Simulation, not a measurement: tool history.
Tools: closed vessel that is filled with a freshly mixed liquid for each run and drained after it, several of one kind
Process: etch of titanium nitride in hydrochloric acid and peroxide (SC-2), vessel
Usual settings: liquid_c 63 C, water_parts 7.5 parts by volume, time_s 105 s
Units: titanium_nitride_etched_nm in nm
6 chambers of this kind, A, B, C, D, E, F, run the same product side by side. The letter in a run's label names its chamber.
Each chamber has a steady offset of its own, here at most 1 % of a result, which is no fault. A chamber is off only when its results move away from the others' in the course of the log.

run	hour	liquid_c	water_parts	time_s	hours since the thermometer was replaced	hours since the chemicals flow meter was replaced	hours since the drum of peroxide was connected	read-back film thickness of the titanium nitride reference wafer, read on the same gauge (nm)	titanium_nitride_etched_nm
1B	3.7	63	7.5	105	907.5	901.5	875.4	110.03	9.2038
2D	7.1	63	7.5	105	372.9	345.4	1017.5	109.98	9.0374
3E	11.9	63	7.5	105	16.6	120.6	301.5	110.01	9.0495
4A	16.6	63	7.5	105	929.2	1117.4	304.1	110.02	9.0398
5F	20.5	71.5	7.5	105	126.6	572.7	976.3	109.98	15.505
6C	25.4	71.5	7.5	105	212.7	506.6	104.7	109.98	15.518
7F	28.7	71.5	7.5	105	134.8	580.9	984.5	110	15.307
8C	31.8	71.5	7.5	105	219.1	513	111.1	110.01	15.368
9A	34.4	71.5	7.5	105	947	1135.2	321.9	109.99	14.868
10D	38.7	71.5	7.5	105	404.5	377	1049.1	110.02	15.205
11B	43.6	54.5	6	105	947.4	941.4	915.3	109.96	6.4639
12E	47.1	54.5	6	105	51.8	155.8	336.7	109.99	6.2963
13F	50.2	54.5	6	105	156.3	602.4	1006	109.98	6.4193
14A	54.2	54.5	6	105	966.8	1155	341.7	109.98	6.3774
15E	56.6	54.5	6	105	61.3	165.3	346.2	110	6.3874
16D	59.4	54.5	6	105	425.2	397.7	1069.8	110.03	6.3086
# hour 61.7: chamber B: new drum of peroxide connected
17B	61.8	63	7.5	105	965.6	959.6	0.1	110.02	9.1938
18C	64.7	63	7.5	105	252	545.9	144	110	9.0725
19B	68.9	63	7.5	105	972.7	966.7	7.2	109.96	9.0709
20F	73.9	63	7.5	105	180	626.1	1029.7	110.01	9.297
21A	78.8	63	7.5	105	991.4	1179.6	366.3	109.97	8.8673
22D	83.2	63	7.5	105	449	421.5	1093.6	110.03	9.0726
23E	86.5	55.5	5	105	91.2	195.2	376.1	109.99	7.7711
24C	90.9	55.5	5	105	278.2	572.1	170.2	109.97	7.6505
25F	94.2	55.5	5	105	200.3	646.4	1050	110	7.6839
26A	96.7	55.5	5	105	1009.3	1197.5	384.2	110	7.4651
27B	100.8	55.5	5	105	1004.6	998.6	39.1	110.03	7.6863
28C	104.6	55.5	5	105	291.9	585.8	183.9	110	7.7869
29D	109.7	63	7.5	105	475.5	448	1120.1	109.97	9.1814
30E	114.6	63	7.5	105	119.3	223.3	404.2	110.04	9.2732
# hour 118.2: chamber A: new drum of peroxide connected
31E	118.7	68	7.5	105	123.4	227.4	408.3	110.01	12.458
# hour 121.8: chamber F: chemicals flow meter replaced
32B	123.4	68	7.5	105	1027.2	1021.2	61.7	110.03	12.41
33C	126.1	68	7.5	105	313.4	607.3	205.4	109.98	12.494
34F	129.1	68	7.5	105	235.2	7.4	1084.9	110	12.39
35D	131.4	68	7.5	105	497.2	469.7	1141.8	110.02	12.25
36A	133.7	68	7.5	105	1046.3	1234.5	15.6	109.99	11.498

What goes on in this fleet: one chamber off, a drifting gauge, or nothing beyond the chambers' own small offsets? Name the chamber and the cause, if any.

Chamber A drifts away from the others.
Cause: chemicals flow below the setpoint (%) = 7.04.
The log may not tell that from: liquid colder than its thermometer reads (K).

Here are 4 candidates for chamber A's next run, each the usual settings with a change, their results left as question marks. Which one brings its results back in line with what the others give on the usual settings?
In line means no further than this from the other chambers' mean on the usual settings: titanium_nitride_etched_nm 0.25 nm
37A-1	137.4	61.5	8	105					?
37A-2	137.4	64	7.5	105					?
37A-3	137.4	62	7.5	105					?
37A-4	137.4	64.5	7	105					?

The other chambers' mean on the usual settings: titanium_nitride_etched_nm 9.1439 nm
run	titanium_nitride_etched_nm
37A-1	7.4209
37A-2	9.0948
37A-3	8.0601
37A-4	9.9015
37A-2 brings the chamber back in line.

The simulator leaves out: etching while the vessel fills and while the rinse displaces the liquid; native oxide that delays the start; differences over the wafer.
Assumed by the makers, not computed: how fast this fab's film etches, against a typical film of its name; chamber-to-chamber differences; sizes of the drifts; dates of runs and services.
